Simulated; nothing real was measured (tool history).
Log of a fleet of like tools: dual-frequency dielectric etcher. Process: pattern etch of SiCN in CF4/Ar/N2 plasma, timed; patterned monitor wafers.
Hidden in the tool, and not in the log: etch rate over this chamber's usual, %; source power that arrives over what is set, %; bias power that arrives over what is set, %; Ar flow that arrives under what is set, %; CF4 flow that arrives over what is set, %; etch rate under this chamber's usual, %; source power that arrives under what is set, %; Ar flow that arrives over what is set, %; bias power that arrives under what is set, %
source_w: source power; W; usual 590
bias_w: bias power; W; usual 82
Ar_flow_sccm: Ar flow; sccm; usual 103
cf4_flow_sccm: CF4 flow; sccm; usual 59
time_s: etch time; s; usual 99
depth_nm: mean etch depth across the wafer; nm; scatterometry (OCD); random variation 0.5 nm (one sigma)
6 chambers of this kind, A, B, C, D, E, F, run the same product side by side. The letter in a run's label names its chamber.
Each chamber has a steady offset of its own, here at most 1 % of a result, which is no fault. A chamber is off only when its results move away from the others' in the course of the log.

run,hour,source_w,bias_w,Ar_flow_sccm,cf4_flow_sccm,time_s,hours since the last wet clean,hours since the last source power generator calibration,hours since the last bias power generator calibration,hours since the last Ar flow controller change,hours since the last CF4 flow controller change,"read-back reference wafer on the same gauge, depth_nm",depth_nm
1C,12.8,590,82,103,59,99,91.6,1014.0,923.2,5505.4,921.5,126.91,109.27
# hour 14.6: chamber E: bias power generator calibrated
2F,23.4,590,82,103,59,99,272.4,3523.9,351.7,1089.3,1086.4,127.09,109.31
3B,30.9,590,82,103,59,99,115.8,307.7,1364.9,2924.2,1720.7,127.03,109.03
4E,41.7,590,82,103,59,99,218.0,1141.9,27.2,3236.1,3386.1,127.01,109.61
5A,48.1,590,82,103,59,99,283.3,1841.1,1385.4,4397.0,2758.8,126.95,109.24
6D,59.9,590,82,103,59,99,97.9,900.8,4032.4,2045.8,301.3,127.01,108.69
7C,67.4,590,82,103,59,99,146.2,1068.6,977.8,5560.0,976.1,126.98,109.05
8F,75.0,590,82,103,59,99,324.0,3575.5,403.3,1140.9,1138.0,126.84,109.49
9A,82.9,590,82,103,59,99,318.1,1875.9,1420.2,4431.8,2793.6,127.06,109.69
10B,89.6,590,82,103,59,99,174.5,366.4,1423.6,2982.9,1779.4,127.05,109.39
11D,99.7,710,82,81,59,99,137.7,940.6,4072.2,2085.6,341.1,126.99,132.53
# hour 107.6: chamber A: wet clean of the chamber
12E,110.6,710,82,81,59,99,286.9,1210.8,96.1,3305.0,3455.0,126.99,132.93
13F,124.2,710,82,81,59,99,373.2,3624.7,452.5,1190.1,1187.2,127.15,134.83
14B,131.3,710,82,81,59,99,216.2,408.1,1465.3,3024.6,1821.1,126.91,133.44
15A,141.5,710,82,81,59,99,34.0,1934.5,1478.8,4490.4,2852.2,126.99,133.28
# hour 142.8: chamber B: bias power generator calibrated
16E,148.6,710,82,81,59,99,324.9,1248.8,134.1,3343.0,3493.0,126.99,132.66
17D,160.6,590,82,103,59,99,198.6,1001.5,4133.1,2146.5,402.0,127.00,109.83
18C,169.4,590,82,103,59,99,248.2,1170.6,1079.8,5662.0,1078.1,127.06,107.98
19A,181.9,590,82,103,59,99,74.4,1974.9,1519.2,4530.8,2892.6,126.82,109.73
# hour 184.6: chamber E: CF4 flow controller replaced
20D,190.7,590,82,103,59,99,228.7,1031.6,4163.2,2176.6,432.1,126.95,107.97
21B,198.0,590,82,103,59,99,282.9,474.8,55.2,3091.3,1887.8,126.92,107.92
22E,208.0,590,82,103,59,99,384.3,1308.2,193.5,3402.4,23.4,126.96,109.29
# hour 215.1: chamber E: wet clean of the chamber
23C,217.0,590,82,103,59,99,295.8,1218.2,1127.4,5709.6,1125.7,127.03,108.95
24F,229.9,590,82,103,59,99,478.9,3730.4,558.2,1295.8,1292.9,126.93,110.69
25A,242.1,590,82,103,59,99,134.6,2035.1,1579.4,4591.0,2952.8,126.96,109.57
# hour 242.4: chamber F: wet clean of the chamber
26E,253.7,590,82,103,59,99,38.7,1353.9,239.2,3448.1,69.1,127.00,110.60
27F,262.6,590,82,103,59,99,20.3,3763.1,590.9,1328.5,1325.6,127.09,109.83
# hour 264.7: chamber D: wet clean of the chamber
28D,270.3,590,82,103,59,99,5.7,1111.2,4242.8,2256.2,511.7,126.97,109.06
29C,282.5,590,82,103,59,121,361.3,1283.7,1192.9,5775.1,1191.2,127.00,132.80
30B,292.2,590,82,103,59,121,377.1,569.0,149.4,3185.5,1982.0,126.96,130.16
31E,299.2,590,82,103,59,121,84.2,1399.4,284.7,3493.6,114.6,126.83,134.12
32D,306.2,590,82,103,59,121,41.6,1147.1,4278.7,2292.1,547.6,127.01,133.29
33B,318.9,590,82,103,59,121,403.8,595.7,176.1,3212.2,2008.7,126.89,130.69
34A,330.3,590,82,103,59,121,222.8,2123.3,1667.6,4679.2,3041.0,126.97,134.16
35F,343.8,590,82,103,59,99,101.5,3844.3,672.1,1409.7,1406.8,127.04,109.98
36C,355.2,590,82,103,59,99,434.0,1356.4,1265.6,5847.8,1263.9,127.05,108.42
37F,367.7,590,82,103,59,99,125.4,3868.2,696.0,1433.6,1430.7,126.85,109.87

What goes on in this fleet: one chamber off, a drifting gauge, or nothing beyond the chambers' own small offsets? Name the chamber and the cause, if any.

Chamber B drifts away from the others.
Cause: etch rate under this chamber's usual, % = 2.91.
The log may not tell that from: source power that arrives under what is set, %.

Here are 4 candidates for chamber B's next run, each the usual settings with a change, their results left as question marks. Which one brings its results back in line with what the others give on the usual settings?
In line means no further than this from the other chambers' mean on the usual settings: depth_nm 1.70 nm
38B-1,377.7,580,82,103,59,95.5,,,,,,,?
38B-2,377.7,580,82,103,59,97.5,,,,,,,?
38B-3,377.7,620,84,102,60,99.0,,,,,,,?
38B-4,377.7,590,87,103,61,99.0,,,,,,,?

The other chambers' mean on the usual settings: depth_nm 109.31 nm
run,depth_nm
38B-1,100.93
38B-2,103.05
38B-3,112.39
38B-4,109.09
38B-4 brings the chamber back in line.
